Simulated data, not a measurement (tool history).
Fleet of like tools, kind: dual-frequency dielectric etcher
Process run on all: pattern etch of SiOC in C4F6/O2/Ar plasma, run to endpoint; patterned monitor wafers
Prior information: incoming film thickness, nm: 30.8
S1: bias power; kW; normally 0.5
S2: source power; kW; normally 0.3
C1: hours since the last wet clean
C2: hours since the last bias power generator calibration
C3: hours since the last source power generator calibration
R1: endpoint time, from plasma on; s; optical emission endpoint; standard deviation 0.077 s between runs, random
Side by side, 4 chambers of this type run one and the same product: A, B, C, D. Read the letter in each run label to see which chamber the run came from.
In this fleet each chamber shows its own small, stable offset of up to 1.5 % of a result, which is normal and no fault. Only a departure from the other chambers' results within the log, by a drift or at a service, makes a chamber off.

run   hour     S1    S2     C1      C2      C3      R1
 1A    5.4    0.5   0.3    179  3988.7  1076.5  11.535
 2D   12.6    0.5   0.3  112.9  1551.9   959.1  11.337
 3B   17.6    0.5   0.3  279.6   639.2   716.3  11.426
 4C   22.6    0.5   0.3    293   540.9  3752.6  11.431
 5D   28.4    0.5   0.3  128.7  1567.7   974.9  11.227
 6A   35.9    0.5   0.3  209.5  4019.2    1107  11.448
 7C   43.9    0.5   0.3  314.3   562.2  3773.9   11.44
 8B   54.1    0.5   0.3  316.1   675.7   752.8  11.363
 9C   60.5  0.442   0.3  330.9   578.8  3790.5  12.006
10A   69.3  0.442   0.3  242.9  4052.6  1140.4  11.909
11B   76.3  0.442   0.3  338.3   697.9     775   11.99
        79  -- chamber A: bias power generator calibrated
12D   85.5  0.442   0.3  185.8  1624.8    1032  11.829
13C   91.8    0.5   0.3  362.2   610.1  3821.8  11.485
14A   98.2    0.5   0.3  271.8    19.3  1169.3  11.604
     101.1  -- chamber C: wet clean of the chamber
15D  104.2   0.61  0.24  204.5  1643.5  1050.7  11.332
16B  109.7   0.61  0.24  371.7   731.3   808.4  11.418
17C  115.5   0.61  0.24   14.5   633.8  3845.5  10.973
18B  125.1   0.61  0.24  387.1   746.7   823.8  11.606
19A  134.4    0.5   0.3    308    55.5  1205.5  11.575
20D  142.1    0.5   0.3  242.4  1681.4  1088.6  11.397
21B  151.5    0.5   0.3  413.5   773.1   850.2  11.608
22A  161.3    0.5   0.3  334.9    82.4  1232.4  11.629
23C  167.7  0.597  0.36   66.7     686  3897.7   9.567
24D  175.1  0.597  0.36  275.4  1714.4  1121.6  9.9434
25C  181.5  0.597  0.36   80.5   699.8  3911.5  9.5917
26D  189.8  0.597  0.36  290.1  1729.1  1136.3   10.04
     195.1  -- chamber A: wet clean of the chamber
27B  195.5  0.402  0.36  457.5   817.1   894.2  11.696
28A  204.1  0.402  0.36    9.1   125.2  1275.2  11.657
29C  212.3  0.402  0.36  111.3   730.6  3942.3  11.089
30D  218.8  0.402  0.36  319.1  1758.1  1165.3  11.502

Read the log: is a single chamber off, either drifting away or since a service, is the gauge that measures every chamber drifting, or is nothing wrong beyond small per-chamber offsets? Name any odd chamber and what most likely caused it.

A service on chamber C put it out of line with the rest.
Likeliest cause: etch rate over this chamber's usual, % = 4.68.

Chamber C could run next with any of the 4 candidate recipes listed below; each alters the usual settings, and their results appear as question marks. Which one brings its results back in line with what the other chambers deliver on the usual settings?
In-line tolerance around the mean of the other chambers on the usual settings: R1 0.27 s
31C-1  226.4  0.527  0.32               ?
31C-2  226.4    0.5  0.27               ?
31C-3  226.4  0.554  0.34               ?
31C-4  226.4  0.453  0.27               ?

Other chambers, usual settings, mean: R1 11.445 s
  run      R1
31C-1  10.524
31C-2  11.432
31C-3  10.098
31C-4  11.866
It is 31C-2 that realigns the chamber with its peers.

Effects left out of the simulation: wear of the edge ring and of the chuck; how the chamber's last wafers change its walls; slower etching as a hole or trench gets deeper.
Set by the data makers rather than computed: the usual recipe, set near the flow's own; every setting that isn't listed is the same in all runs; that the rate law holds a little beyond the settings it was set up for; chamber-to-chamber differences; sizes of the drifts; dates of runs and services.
